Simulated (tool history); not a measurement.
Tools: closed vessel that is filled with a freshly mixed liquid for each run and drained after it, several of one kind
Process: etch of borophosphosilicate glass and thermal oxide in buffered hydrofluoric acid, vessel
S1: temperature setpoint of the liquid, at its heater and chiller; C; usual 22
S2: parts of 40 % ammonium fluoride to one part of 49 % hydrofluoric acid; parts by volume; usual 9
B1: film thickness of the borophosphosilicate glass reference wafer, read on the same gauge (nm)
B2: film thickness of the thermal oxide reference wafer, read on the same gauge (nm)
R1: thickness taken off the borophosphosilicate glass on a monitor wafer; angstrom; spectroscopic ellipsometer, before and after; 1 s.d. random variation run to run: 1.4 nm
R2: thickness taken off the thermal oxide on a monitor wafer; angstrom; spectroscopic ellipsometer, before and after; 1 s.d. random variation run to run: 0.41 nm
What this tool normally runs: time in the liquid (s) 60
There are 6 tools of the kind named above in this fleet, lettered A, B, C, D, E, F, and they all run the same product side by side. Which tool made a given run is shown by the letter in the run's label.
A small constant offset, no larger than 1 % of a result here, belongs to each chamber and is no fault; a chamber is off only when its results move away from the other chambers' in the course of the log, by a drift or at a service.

{"run": "1C", "hour": 6.9, "S1": 22, "S2": 9, "time in the liquid (s)": 60, "B1": 100.02, "B2": 80.008, "R1": 2081.9, "R2": 653.34}
{"run": "2A", "hour": 21.8, "S1": 22, "S2": 9, "time in the liquid (s)": 60, "B1": 99.989, "B2": 79.958, "R1": 2077, "R2": 660.17}
{"run": "3F", "hour": 34.6, "S1": 22, "S2": 9, "time in the liquid (s)": 60, "B1": 99.97, "B2": 80.01, "R1": 2047.5, "R2": 657.08}
{"run": "4B", "hour": 48.0, "S1": 22, "S2": 9, "time in the liquid (s)": 60, "B1": 99.952, "B2": 79.999, "R1": 2059.8, "R2": 660.83}
{"hour": 60.6, "done": "chamber F: hydrofluoric acid flow meter replaced"}
{"run": "5E", "hour": 62.7, "S1": 22, "S2": 9, "time in the liquid (s)": 60, "B1": 100.04, "B2": 80.015, "R1": 2086, "R2": 644.13}
{"hour": 70.6, "done": "chamber D: thermometer replaced"}
{"run": "6D", "hour": 76.4, "S1": 22, "S2": 9, "time in the liquid (s)": 60, "B1": 100.02, "B2": 80.024, "R1": 2049.1, "R2": 659.94}
{"run": "7B", "hour": 87.8, "S1": 22, "S2": 11.5, "time in the liquid (s)": 60, "B1": 99.964, "B2": 79.969, "R1": 1683.6, "R2": 539.74}
{"run": "8D", "hour": 96.7, "S1": 22, "S2": 11.5, "time in the liquid (s)": 60, "B1": 100.02, "B2": 79.971, "R1": 1708.7, "R2": 539.54}
{"run": "9E", "hour": 109.4, "S1": 22, "S2": 11.5, "time in the liquid (s)": 60, "B1": 100.03, "B2": 80.013, "R1": 1672.7, "R2": 537}
{"run": "10A", "hour": 116.2, "S1": 22, "S2": 11.5, "time in the liquid (s)": 60, "B1": 100.01, "B2": 79.958, "R1": 1667.2, "R2": 530.28}
{"run": "11F", "hour": 123.7, "S1": 22, "S2": 11.5, "time in the liquid (s)": 60, "B1": 99.982, "B2": 79.993, "R1": 1685.2, "R2": 543.77}
{"run": "12C", "hour": 133.2, "S1": 22, "S2": 11.5, "time in the liquid (s)": 60, "B1": 100, "B2": 80.021, "R1": 1680.8, "R2": 537.22}
{"run": "13B", "hour": 141.5, "S1": 22, "S2": 9, "time in the liquid (s)": 90, "B1": 99.972, "B2": 79.972, "R1": 3068.3, "R2": 996.74}
{"run": "14E", "hour": 150.6, "S1": 22, "S2": 9, "time in the liquid (s)": 90, "B1": 99.983, "B2": 79.985, "R1": 3063.1, "R2": 976.35}
{"run": "15A", "hour": 161.2, "S1": 22, "S2": 9, "time in the liquid (s)": 90, "B1": 99.975, "B2": 80.037, "R1": 3114.3, "R2": 987.38}
{"run": "16F", "hour": 173.9, "S1": 22, "S2": 9, "time in the liquid (s)": 90, "B1": 99.999, "B2": 79.966, "R1": 3061.5, "R2": 985.17}
{"run": "17C", "hour": 184.9, "S1": 22, "S2": 9, "time in the liquid (s)": 90, "B1": 100.02, "B2": 80.045, "R1": 3080, "R2": 973.02}
{"run": "18D", "hour": 192.5, "S1": 22, "S2": 9, "time in the liquid (s)": 90, "B1": 100.02, "B2": 79.981, "R1": 3088.6, "R2": 992.27}
{"run": "19C", "hour": 205.5, "S1": 22, "S2": 9, "time in the liquid (s)": 60, "B1": 99.947, "B2": 80.019, "R1": 2057.7, "R2": 648.65}
{"run": "20A", "hour": 213.8, "S1": 22, "S2": 9, "time in the liquid (s)": 60, "B1": 99.998, "B2": 79.97, "R1": 2061.4, "R2": 659.03}
{"run": "21E", "hour": 223.2, "S1": 22, "S2": 9, "time in the liquid (s)": 60, "B1": 99.959, "B2": 79.988, "R1": 2049.8, "R2": 649.49}
{"run": "22F", "hour": 231.7, "S1": 22, "S2": 9, "time in the liquid (s)": 60, "B1": 100, "B2": 80.006, "R1": 2041.5, "R2": 657.73}
{"run": "23D", "hour": 246.2, "S1": 22, "S2": 9, "time in the liquid (s)": 60, "B1": 99.984, "B2": 80.003, "R1": 2081.8, "R2": 653.87}
{"run": "24B", "hour": 254.9, "S1": 22, "S2": 9, "time in the liquid (s)": 60, "B1": 99.993, "B2": 80.004, "R1": 2040.9, "R2": 663.93}
{"hour": 259.2, "done": "chamber A: hydrofluoric acid flow meter replaced"}
{"run": "25D", "hour": 262.5, "S1": 22, "S2": 9, "time in the liquid (s)": 60, "B1": 100.02, "B2": 80.016, "R1": 2088.1, "R2": 671.74}
{"run": "26C", "hour": 277.4, "S1": 25.5, "S2": 9, "time in the liquid (s)": 60, "B1": 99.99, "B2": 80.007, "R1": 2492.9, "R2": 788.53}
{"run": "27F", "hour": 291.8, "S1": 25.5, "S2": 9, "time in the liquid (s)": 60, "B1": 100.04, "B2": 80.017, "R1": 2437.7, "R2": 800.44}
{"run": "28E", "hour": 298.2, "S1": 25.5, "S2": 9, "time in the liquid (s)": 60, "B1": 100.03, "B2": 80.043, "R1": 2489.9, "R2": 776.03}
{"hour": 303.7, "done": "chamber A: thermometer replaced"}
{"hour": 304.0, "done": "chamber B: thermometer replaced"}
{"run": "29B", "hour": 311.6, "S1": 25.5, "S2": 9, "time in the liquid (s)": 60, "B1": 100.01, "B2": 79.999, "R1": 2515.7, "R2": 800.71}
{"run": "30A", "hour": 320.6, "S1": 25.5, "S2": 9, "time in the liquid (s)": 60, "B1": 99.99, "B2": 79.998, "R1": 2507.9, "R2": 798.22}
{"run": "31D", "hour": 330.4, "S1": 25.5, "S2": 9, "time in the liquid (s)": 60, "B1": 100.01, "B2": 79.999, "R1": 2513.1, "R2": 791.63}
{"run": "32A", "hour": 344.0, "S1": 22, "S2": 9, "time in the liquid (s)": 60, "B1": 100.03, "B2": 79.979, "R1": 2078.9, "R2": 666.25}
{"run": "33E", "hour": 358.2, "S1": 22, "S2": 9, "time in the liquid (s)": 60, "B1": 99.994, "B2": 80.051, "R1": 2041.6, "R2": 647.21}
{"run": "34B", "hour": 365.2, "S1": 24.5, "S2": 6, "time in the liquid (s)": 60, "B1": 99.996, "B2": 79.995, "R1": 3550.2, "R2": 1127.8}
{"run": "35C", "hour": 377.9, "S1": 24.5, "S2": 6, "time in the liquid (s)": 60, "B1": 99.997, "B2": 80.071, "R1": 3588.5, "R2": 1143.9}
{"run": "36F", "hour": 390.2, "S1": 24.5, "S2": 6, "time in the liquid (s)": 60, "B1": 100.01, "B2": 79.995, "R1": 3490.8, "R2": 1124.4}
{"run": "37F", "hour": 405.0, "S1": 24.5, "S2": 6, "time in the liquid (s)": 60, "B1": 100.02, "B2": 79.973, "R1": 3504.1, "R2": 1124.4}

One chamber off, gauge drift, or nothing amiss beyond the chambers' own small offsets? If it is a chamber, which one, and what is the likeliest cause?

All chambers stay in line apart from their small fixed offsets, and the gauge does not drift.

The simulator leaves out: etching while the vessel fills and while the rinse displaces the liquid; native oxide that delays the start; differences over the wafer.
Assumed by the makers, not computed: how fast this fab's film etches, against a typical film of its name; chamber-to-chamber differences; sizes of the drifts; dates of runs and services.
